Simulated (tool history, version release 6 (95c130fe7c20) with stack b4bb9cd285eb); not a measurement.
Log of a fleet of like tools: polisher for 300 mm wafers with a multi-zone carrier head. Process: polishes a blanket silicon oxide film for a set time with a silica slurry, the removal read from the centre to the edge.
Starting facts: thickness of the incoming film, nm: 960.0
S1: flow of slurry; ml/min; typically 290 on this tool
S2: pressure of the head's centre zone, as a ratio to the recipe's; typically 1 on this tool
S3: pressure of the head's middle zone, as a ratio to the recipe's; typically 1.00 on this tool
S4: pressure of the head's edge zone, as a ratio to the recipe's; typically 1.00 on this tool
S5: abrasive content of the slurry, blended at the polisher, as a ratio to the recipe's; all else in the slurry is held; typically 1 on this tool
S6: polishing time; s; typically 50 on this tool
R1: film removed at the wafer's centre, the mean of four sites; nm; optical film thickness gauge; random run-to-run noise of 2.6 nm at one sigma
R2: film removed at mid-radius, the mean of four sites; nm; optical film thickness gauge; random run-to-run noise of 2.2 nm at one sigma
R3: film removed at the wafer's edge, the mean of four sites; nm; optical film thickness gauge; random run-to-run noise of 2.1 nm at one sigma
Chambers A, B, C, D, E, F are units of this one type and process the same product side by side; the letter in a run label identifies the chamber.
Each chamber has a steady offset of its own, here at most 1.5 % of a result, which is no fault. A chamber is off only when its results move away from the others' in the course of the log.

{"hour": 5.2, "done": "chamber F: worn pad replaced by a new one"}
{"run": "1A", "hour": 8.1, "S1": 290, "S2": 1, "S3": 1.0, "S4": 1.0, "S5": 1, "S6": 50, "R1": 225.76, "R2": 232.62, "R3": 228.42}
{"run": "2E", "hour": 13.1, "S1": 290, "S2": 1, "S3": 1.0, "S4": 1.0, "S5": 1, "S6": 50, "R1": 227.68, "R2": 229.65, "R3": 225.99}
{"run": "3F", "hour": 19.1, "S1": 290, "S2": 1, "S3": 1.0, "S4": 1.0, "S5": 1, "S6": 50, "R1": 226.38, "R2": 228.2, "R3": 228.64}
{"run": "4D", "hour": 23.8, "S1": 290, "S2": 1, "S3": 1.0, "S4": 1.0, "S5": 1, "S6": 50, "R1": 230.27, "R2": 225.0, "R3": 228.43}
{"hour": 28.7, "done": "chamber C: worn pad replaced by a new one"}
{"run": "5C", "hour": 31.2, "S1": 290, "S2": 1, "S3": 1.0, "S4": 1.0, "S5": 1, "S6": 50, "R1": 229.13, "R2": 227.86, "R3": 226.28}
{"hour": 32.5, "done": "chamber B: worn pad replaced by a new one"}
{"hour": 37.6, "done": "chamber F: slurry nozzle cleaned"}
{"run": "6B", "hour": 38.3, "S1": 290, "S2": 1, "S3": 1.0, "S4": 1.0, "S5": 1, "S6": 50, "R1": 232.37, "R2": 232.48, "R3": 227.95}
{"run": "7D", "hour": 42.3, "S1": 290, "S2": 1, "S3": 1.0, "S4": 1.0, "S5": 1, "S6": 50, "R1": 234.9, "R2": 227.17, "R3": 222.83}
{"hour": 48.5, "done": "chamber E: worn pad replaced by a new one"}
{"run": "8F", "hour": 49.2, "S1": 290, "S2": 1, "S3": 1.0, "S4": 1.0, "S5": 1, "S6": 50, "R1": 231.94, "R2": 225.85, "R3": 225.43}
{"hour": 53.9, "done": "chamber F: edge zone pressure recalibrated"}
{"run": "9B", "hour": 56.4, "S1": 290, "S2": 1, "S3": 0.96, "S4": 1.1, "S5": 1, "S6": 50, "R1": 231.87, "R2": 220.04, "R3": 243.29}
{"run": "10C", "hour": 60.0, "S1": 290, "S2": 1, "S3": 0.96, "S4": 1.1, "S5": 1, "S6": 50, "R1": 226.44, "R2": 218.7, "R3": 237.77}
{"hour": 65.6, "done": "chamber B: edge zone pressure recalibrated"}
{"hour": 65.8, "done": "chamber D: centre zone pressure recalibrated"}
{"hour": 67.2, "done": "chamber F: worn pad replaced by a new one"}
{"run": "11E", "hour": 67.3, "S1": 290, "S2": 1, "S3": 0.96, "S4": 1.1, "S5": 1, "S6": 50, "R1": 225.42, "R2": 219.47, "R3": 236.12}
{"hour": 68.9, "done": "chamber B: slurry nozzle cleaned"}
{"run": "12A", "hour": 71.3, "S1": 290, "S2": 1, "S3": 0.96, "S4": 1.1, "S5": 1, "S6": 50, "R1": 225.01, "R2": 223.89, "R3": 235.35}
{"run": "13C", "hour": 74.9, "S1": 290, "S2": 1, "S3": 0.96, "S4": 1.1, "S5": 1, "S6": 50, "R1": 225.81, "R2": 218.68, "R3": 236.76}
{"run": "14D", "hour": 81.1, "S1": 290, "S2": 1, "S3": 0.96, "S4": 1.1, "S5": 1, "S6": 50, "R1": 226.99, "R2": 214.73, "R3": 234.42}
{"run": "15A", "hour": 85.8, "S1": 290, "S2": 1, "S3": 1.0, "S4": 1.0, "S5": 1, "S6": 50, "R1": 233.36, "R2": 230.41, "R3": 225.79}
{"hour": 87.4, "done": "chamber A: worn pad replaced by a new one"}
{"hour": 90.3, "done": "chamber D: slurry nozzle cleaned"}
{"run": "16F", "hour": 93.5, "S1": 290, "S2": 1, "S3": 1.0, "S4": 1.0, "S5": 1, "S6": 50, "R1": 231.98, "R2": 228.37, "R3": 230.63}
{"run": "17E", "hour": 98.0, "S1": 200, "S2": 1, "S3": 1.0, "S4": 1.0, "S5": 1, "S6": 50, "R1": 213.22, "R2": 219.03, "R3": 218.75}
{"run": "18B", "hour": 103.2, "S1": 200, "S2": 1, "S3": 1.0, "S4": 1.0, "S5": 1, "S6": 50, "R1": 219.88, "R2": 220.05, "R3": 222.82}
{"run": "19F", "hour": 110.1, "S1": 200, "S2": 1, "S3": 1.0, "S4": 1.0, "S5": 1, "S6": 50, "R1": 216.91, "R2": 215.71, "R3": 218.34}
{"run": "20C", "hour": 114.9, "S1": 200, "S2": 1, "S3": 1.0, "S4": 1.0, "S5": 1, "S6": 50, "R1": 214.14, "R2": 215.7, "R3": 216.78}
{"hour": 121.0, "done": "chamber B: worn pad replaced by a new one"}
{"run": "21B", "hour": 122.2, "S1": 200, "S2": 1, "S3": 1.0, "S4": 1.0, "S5": 1, "S6": 50, "R1": 220.68, "R2": 220.21, "R3": 222.57}
{"hour": 125.3, "done": "chamber C: worn pad replaced by a new one"}
{"hour": 126.9, "done": "chamber F: worn pad replaced by a new one"}
{"run": "22D", "hour": 127.1, "S1": 200, "S2": 1, "S3": 1.0, "S4": 1.0, "S5": 1, "S6": 50, "R1": 205.0, "R2": 208.26, "R3": 204.96}
{"hour": 129.2, "done": "chamber F: centre zone pressure recalibrated"}
{"run": "23A", "hour": 133.8, "S1": 290, "S2": 1, "S3": 1.0, "S4": 1.0, "S5": 1, "S6": 50, "R1": 230.14, "R2": 230.26, "R3": 229.32}
{"hour": 135.6, "done": "chamber D: edge zone pressure recalibrated"}
{"run": "24E", "hour": 139.1, "S1": 290, "S2": 1, "S3": 1.0, "S4": 1.0, "S5": 1, "S6": 50, "R1": 225.11, "R2": 228.72, "R3": 226.94}
{"run": "25B", "hour": 142.6, "S1": 290, "S2": 1, "S3": 1.0, "S4": 0.95, "S5": 1, "S6": 63, "R1": 288.82, "R2": 287.46, "R3": 281.6}
{"run": "26C", "hour": 150.4, "S1": 290, "S2": 1, "S3": 1.0, "S4": 0.95, "S5": 1, "S6": 63, "R1": 283.0, "R2": 283.23, "R3": 273.85}
{"run": "27E", "hour": 158.0, "S1": 290, "S2": 1, "S3": 1.0, "S4": 0.95, "S5": 1, "S6": 63, "R1": 280.45, "R2": 286.94, "R3": 278.71}
{"run": "28F", "hour": 162.0, "S1": 290, "S2": 1, "S3": 1.0, "S4": 0.95, "S5": 1, "S6": 63, "R1": 295.77, "R2": 287.75, "R3": 277.92}
{"hour": 163.2, "done": "chamber E: centre zone pressure recalibrated"}
{"run": "29A", "hour": 166.6, "S1": 290, "S2": 1, "S3": 1.0, "S4": 0.95, "S5": 1, "S6": 63, "R1": 283.24, "R2": 291.72, "R3": 273.79}
{"run": "30D", "hour": 173.8, "S1": 290, "S2": 1, "S3": 1.0, "S4": 0.95, "S5": 1, "S6": 63, "R1": 260.19, "R2": 258.49, "R3": 246.3}
{"run": "31A", "hour": 179.3, "S1": 290, "S2": 1, "S3": 1.0, "S4": 1.0, "S5": 1, "S6": 50, "R1": 228.22, "R2": 226.1, "R3": 227.84}
{"hour": 179.7, "done": "chamber E: worn pad replaced by a new one"}
{"run": "32B", "hour": 184.1, "S1": 290, "S2": 1, "S3": 1.0, "S4": 1.0, "S5": 1, "S6": 50, "R1": 230.66, "R2": 232.26, "R3": 228.19}
{"run": "33D", "hour": 191.6, "S1": 290, "S2": 1, "S3": 1.0, "S4": 1.0, "S5": 1, "S6": 50, "R1": 205.78, "R2": 200.8, "R3": 200.53}
{"run": "34C", "hour": 196.7, "S1": 290, "S2": 1, "S3": 1.0, "S4": 1.0, "S5": 1, "S6": 50, "R1": 227.27, "R2": 225.84, "R3": 224.8}
{"hour": 203.5, "done": "chamber F: worn pad replaced by a new one"}
{"run": "35F", "hour": 203.5, "S1": 225, "S2": 1, "S3": 0.89, "S4": 1.0, "S5": 1, "S6": 50, "R1": 218.9, "R2": 200.03, "R3": 224.66}
{"run": "36E", "hour": 210.2, "S1": 225, "S2": 1, "S3": 0.89, "S4": 1.0, "S5": 1, "S6": 50, "R1": 221.08, "R2": 200.58, "R3": 221.25}

The same settings go to every chamber for the next run, one line per chamber below. Forecast the results for each:
{"run": "37A", "hour": 216.0, "S1": 290, "S2": 1, "S3": 1.0, "S4": 0.93, "S5": 1, "S6": 50, "R1": "?", "R2": "?", "R3": "?"}
{"run": "37B", "hour": 216.0, "S1": 290, "S2": 1, "S3": 1.0, "S4": 0.93, "S5": 1, "S6": 50, "R1": "?", "R2": "?", "R3": "?"}
{"run": "37C", "hour": 216.0, "S1": 290, "S2": 1, "S3": 1.0, "S4": 0.93, "S5": 1, "S6": 50, "R1": "?", "R2": "?", "R3": "?"}
{"run": "37D", "hour": 216.0, "S1": 290, "S2": 1, "S3": 1.0, "S4": 0.93, "S5": 1, "S6": 50, "R1": "?", "R2": "?", "R3": "?"}
{"run": "37E", "hour": 216.0, "S1": 290, "S2": 1, "S3": 1.0, "S4": 0.93, "S5": 1, "S6": 50, "R1": "?", "R2": "?", "R3": "?"}
{"run": "37F", "hour": 216.0, "S1": 290, "S2": 1, "S3": 1.0, "S4": 0.93, "S5": 1, "S6": 50, "R1": "?", "R2": "?", "R3": "?"}

run=37A R1=222.15 R2=229.65 R3=217.78
run=37B R1=230.61 R2=233.23 R3=221.77
run=37C R1=228.26 R2=232.24 R3=217.96
run=37D R1=194.89 R2=195.42 R3=185.19
run=37E R1=232.41 R2=231.47 R3=216.49
run=37F R1=229.01 R2=230.47 R3=220.65
